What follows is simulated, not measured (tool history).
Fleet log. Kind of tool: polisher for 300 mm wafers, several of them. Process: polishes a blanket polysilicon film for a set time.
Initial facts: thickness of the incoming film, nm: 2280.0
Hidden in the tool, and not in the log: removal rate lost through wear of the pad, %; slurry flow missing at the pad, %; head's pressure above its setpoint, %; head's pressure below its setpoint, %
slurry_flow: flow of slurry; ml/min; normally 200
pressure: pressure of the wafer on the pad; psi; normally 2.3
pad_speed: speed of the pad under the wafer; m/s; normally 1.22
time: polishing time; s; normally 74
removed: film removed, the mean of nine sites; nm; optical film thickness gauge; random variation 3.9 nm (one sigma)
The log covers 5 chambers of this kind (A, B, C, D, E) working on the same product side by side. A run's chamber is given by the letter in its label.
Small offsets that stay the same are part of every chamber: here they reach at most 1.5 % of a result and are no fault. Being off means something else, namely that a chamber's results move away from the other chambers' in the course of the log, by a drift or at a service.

run   hour  slurry_flow  pressure  pad_speed  time  wafers polished on this pad  hours since the slurry nozzle was cleaned  hours since the head pressure was calibrated  removed
 1E    4.4          200       2.3       1.22    74                          602                                      135.5                                         284.6   608.01
 2D    9.6          200       2.3       1.22    74                          214                                      374.4                                         733.8   615.82
 3A   17.5          200       2.3       1.22    74                         1050                                      285.3                                         473.2   615.34
      19.8  -- chamber A: worn pad replaced by a new one
 4C   24.2          200       2.3       1.22    74                          897                                      127.2                                         843.5    609.6
 5B   30.8          175       1.7       1.22    74                          966                                         81                                        1130.8   448.84
 6D   36.9          175       1.7       1.22    74                          598                                      401.7                                         761.1   446.16
 7B   43.6          175       1.7       1.22    74                         1146                                       93.8                                        1143.6   444.11
      47.5  -- chamber E: worn pad replaced by a new one
 8A   49.5          175       1.7       1.22    74                          417                                      317.3                                         505.2   454.07
 9E   53.4          175       1.7       1.22    74                           83                                      184.5                                         333.6   437.88
      56.5  -- chamber B: head pressure recalibrated
10C   60.3          200       2.3       1.22    74                         1404                                      163.3                                         879.6   617.84
      67.5  -- chamber C: worn pad replaced by a new one
11A   67.5          200       2.3       1.22    74                          670                                      335.3                                         523.2      626
      68.2  -- chamber B: worn pad replaced by a new one
      73.7  -- chamber E: slurry nozzle cleaned
12C   74.6          200       2.3       1.22    74                          100                                      177.6                                         893.9   614.23
      75.3  -- chamber D: worn pad replaced by a new one
13B   81.8          200       2.3       1.22    74                          191                                        132                                          25.4   613.81
14E   88.5          200       2.3       1.22    74                          575                                       14.8                                         368.7   607.77
15D   92.7          200       2.3       1.22    74                          244                                      457.5                                         816.9   611.02
      93.6  -- chamber A: head pressure recalibrated
16B  100.7          200       2.3       1.22    74                          457                                      150.9                                          44.3   614.21
     101.3  -- chamber A: worn pad replaced by a new one
17A  108.6          200       2.3       1.22    74                          102                                      376.4                                            15   662.01
       110  -- chamber D: head pressure recalibrated
     114.1  -- chamber E: head pressure recalibrated
18D  116.1          200       2.8       1.22    74                          573                                      480.9                                           6.2   745.64
19C  124.8          200       2.8       1.22    74                          805                                      227.8                                         944.1   744.93
20E  128.8          200       2.8       1.22    74                         1141                                       55.1                                          14.8   738.88
     133.2  -- chamber E: worn pad replaced by a new one
21B  133.6          200       2.8       1.22    74                          919                                      183.8                                          77.2    741.6
     140.5  -- chamber D: slurry nozzle cleaned
22A  141.3          200       2.8       1.22    74                          561                                      409.1                                          47.7   798.29
     146.7  -- chamber B: slurry nozzle cleaned
23C  148.3          200       2.3       1.22    74                         1135                                      251.3                                         967.6   612.05
24E  153.6          200       2.7       1.22    74                          287                                       79.9                                          39.6   713.44
25D  161.6          200       2.7       1.22    74                         1212                                       21.1                                          51.7   719.01
     167.9  -- chamber B: worn pad replaced by a new one
26B  169.6          200       2.7       1.22    74                           24                                         23                                         113.2   716.71
     171.9  -- chamber C: worn pad replaced by a new one
27C  173.7          200       2.7       1.22    74                           25                                      276.7                                           993   727.51
     175.5  -- chamber A: worn pad replaced by a new one
28E  177.9          200       2.7       1.22    74                          628                                      104.2                                          63.9   709.17
     180.4  -- chamber D: worn pad replaced by a new one
29A  183.1          245         2       1.22    74                          107                                      450.9                                          89.5   588.18
30D  188.3          245         2       1.22    74                          111                                       47.8                                          78.4    543.1

The same settings go to every chamber for the next run, one line per chamber below. Forecast the results for each:
31A  194.5          200       2.3       1.22    74                                                                                                                              ?
31B  194.5          200       2.3       1.22    74                                                                                                                              ?
31C  194.5          200       2.3       1.22    74                                                                                                                              ?
31D  194.5          200       2.3       1.22    74                                                                                                                              ?
31E  194.5          200       2.3       1.22    74                                                                                                                              ?

run  removed
31A   665.29
31B   614.68
31C   617.32
31D   614.02
31E   606.77
